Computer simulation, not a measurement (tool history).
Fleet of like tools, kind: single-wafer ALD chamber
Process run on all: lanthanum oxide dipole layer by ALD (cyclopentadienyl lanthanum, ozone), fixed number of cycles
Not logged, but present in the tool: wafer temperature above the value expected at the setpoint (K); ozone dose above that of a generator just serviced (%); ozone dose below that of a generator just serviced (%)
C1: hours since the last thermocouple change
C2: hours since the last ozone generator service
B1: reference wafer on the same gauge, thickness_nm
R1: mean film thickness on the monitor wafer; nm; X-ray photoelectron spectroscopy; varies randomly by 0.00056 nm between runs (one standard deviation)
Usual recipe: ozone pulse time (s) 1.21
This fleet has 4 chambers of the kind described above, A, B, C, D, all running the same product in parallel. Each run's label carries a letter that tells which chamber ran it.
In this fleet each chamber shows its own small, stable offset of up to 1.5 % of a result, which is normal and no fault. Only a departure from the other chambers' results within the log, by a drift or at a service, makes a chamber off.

{"run": "1B", "hour": 9.9, "ozone pulse time (s)": 1.21, "C1": 100.2, "C2": 405.0, "B1": 0.50503, "R1": 0.52418}
{"run": "2C", "hour": 19.6, "ozone pulse time (s)": 1.21, "C1": 412.3, "C2": 1204.3, "B1": 0.50497, "R1": 0.52522}
{"run": "3D", "hour": 27.2, "ozone pulse time (s)": 1.21, "C1": 526.0, "C2": 367.8, "B1": 0.50477, "R1": 0.52875}
{"run": "4A", "hour": 36.8, "ozone pulse time (s)": 1.21, "C1": 1496.4, "C2": 1079.2, "B1": 0.5047, "R1": 0.51916}
{"run": "5A", "hour": 46.8, "ozone pulse time (s)": 1.21, "C1": 1506.4, "C2": 1089.2, "B1": 0.50465, "R1": 0.52105}
{"run": "6C", "hour": 57.0, "ozone pulse time (s)": 1.53, "C1": 449.7, "C2": 1241.7, "B1": 0.50474, "R1": 0.54951}
{"run": "7B", "hour": 68.4, "ozone pulse time (s)": 1.53, "C1": 158.7, "C2": 463.5, "B1": 0.50454, "R1": 0.54881}
{"run": "8D", "hour": 82.2, "ozone pulse time (s)": 1.53, "C1": 581.0, "C2": 422.8, "B1": 0.50459, "R1": 0.55327}
{"run": "9C", "hour": 91.1, "ozone pulse time (s)": 1.53, "C1": 483.8, "C2": 1275.8, "B1": 0.50452, "R1": 0.54941}
{"run": "10B", "hour": 97.3, "ozone pulse time (s)": 0.97, "C1": 187.6, "C2": 492.4, "B1": 0.50455, "R1": 0.49131}
{"run": "11D", "hour": 104.8, "ozone pulse time (s)": 0.97, "C1": 603.6, "C2": 445.4, "B1": 0.50443, "R1": 0.49669}
{"run": "12A", "hour": 114.1, "ozone pulse time (s)": 0.97, "C1": 1573.7, "C2": 1156.5, "B1": 0.5043, "R1": 0.48902}
{"run": "13D", "hour": 121.5, "ozone pulse time (s)": 0.97, "C1": 620.3, "C2": 462.1, "B1": 0.50436, "R1": 0.49605}
{"run": "14C", "hour": 127.7, "ozone pulse time (s)": 1.59, "C1": 520.4, "C2": 1312.4, "B1": 0.5042, "R1": 0.55134}
{"run": "15B", "hour": 137.4, "ozone pulse time (s)": 1.59, "C1": 227.7, "C2": 532.5, "B1": 0.50418, "R1": 0.55088}
{"run": "16A", "hour": 144.1, "ozone pulse time (s)": 1.59, "C1": 1603.7, "C2": 1186.5, "B1": 0.50433, "R1": 0.5465}
{"run": "17A", "hour": 153.8, "ozone pulse time (s)": 1.59, "C1": 1613.4, "C2": 1196.2, "B1": 0.50413, "R1": 0.54625}
{"run": "18C", "hour": 165.9, "ozone pulse time (s)": 1.21, "C1": 558.6, "C2": 1350.6, "B1": 0.504, "R1": 0.52453}
{"run": "19B", "hour": 176.2, "ozone pulse time (s)": 1.21, "C1": 266.5, "C2": 571.3, "B1": 0.50392, "R1": 0.52282}
{"run": "20D", "hour": 182.5, "ozone pulse time (s)": 0.96, "C1": 681.3, "C2": 523.1, "B1": 0.50405, "R1": 0.49408}
{"run": "21B", "hour": 194.0, "ozone pulse time (s)": 0.96, "C1": 284.3, "C2": 589.1, "B1": 0.50397, "R1": 0.48875}
{"run": "22C", "hour": 207.7, "ozone pulse time (s)": 0.96, "C1": 600.4, "C2": 1392.4, "B1": 0.50395, "R1": 0.49264}
{"run": "23A", "hour": 219.6, "ozone pulse time (s)": 0.96, "C1": 1679.2, "C2": 1262.0, "B1": 0.50373, "R1": 0.48709}
{"run": "24D", "hour": 229.7, "ozone pulse time (s)": 1.21, "C1": 728.5, "C2": 570.3, "B1": 0.50379, "R1": 0.52661}
{"run": "25C", "hour": 237.6, "ozone pulse time (s)": 1.21, "C1": 630.3, "C2": 1422.3, "B1": 0.50374, "R1": 0.52472}
{"run": "26D", "hour": 251.9, "ozone pulse time (s)": 1.21, "C1": 750.7, "C2": 592.5, "B1": 0.50351, "R1": 0.52663}
{"run": "27A", "hour": 260.4, "ozone pulse time (s)": 1.21, "C1": 1720.0, "C2": 1302.8, "B1": 0.50346, "R1": 0.51963}
{"run": "28B", "hour": 271.8, "ozone pulse time (s)": 1.21, "C1": 362.1, "C2": 666.9, "B1": 0.50347, "R1": 0.52266}
{"run": "29B", "hour": 279.9, "ozone pulse time (s)": 1.21, "C1": 370.2, "C2": 675.0, "B1": 0.50334, "R1": 0.52251}
{"run": "30C", "hour": 286.8, "ozone pulse time (s)": 1.21, "C1": 679.5, "C2": 1471.5, "B1": 0.50339, "R1": 0.52345}
{"run": "31D", "hour": 300.8, "ozone pulse time (s)": 1.21, "C1": 799.6, "C2": 641.4, "B1": 0.50332, "R1": 0.5269}
{"run": "32A", "hour": 312.5, "ozone pulse time (s)": 1.21, "C1": 1772.1, "C2": 1354.9, "B1": 0.50323, "R1": 0.51809}
{"run": "33C", "hour": 323.6, "ozone pulse time (s)": 0.86, "C1": 716.3, "C2": 1508.3, "B1": 0.50318, "R1": 0.47351}
{"run": "34B", "hour": 337.7, "ozone pulse time (s)": 0.86, "C1": 428.0, "C2": 732.8, "B1": 0.50315, "R1": 0.4687}
{"run": "35A", "hour": 344.3, "ozone pulse time (s)": 0.86, "C1": 1803.9, "C2": 1386.7, "B1": 0.50316, "R1": 0.46668}
{"run": "36D", "hour": 352.4, "ozone pulse time (s)": 0.86, "C1": 851.2, "C2": 693.0, "B1": 0.50298, "R1": 0.47588}
{"hour": 355.2, "done": "chamber A: ozone generator serviced"}
{"run": "37D", "hour": 359.1, "ozone pulse time (s)": 0.89, "C1": 857.9, "C2": 699.7, "B1": 0.50292, "R1": 0.48091}
{"run": "38A", "hour": 366.4, "ozone pulse time (s)": 0.89, "C1": 1826.0, "C2": 11.3, "B1": 0.50305, "R1": 0.47285}
{"run": "39C", "hour": 380.6, "ozone pulse time (s)": 0.89, "C1": 773.3, "C2": 1565.3, "B1": 0.50274, "R1": 0.47874}

One chamber off, gauge drift, or nothing amiss beyond the chambers' own small offsets? If it is a chamber, which one, and what is the likeliest cause?

Gauge drift. The chambers move together only on paper, and none stands off.
Likeliest cause: gauge reads low (%) = 0.44.

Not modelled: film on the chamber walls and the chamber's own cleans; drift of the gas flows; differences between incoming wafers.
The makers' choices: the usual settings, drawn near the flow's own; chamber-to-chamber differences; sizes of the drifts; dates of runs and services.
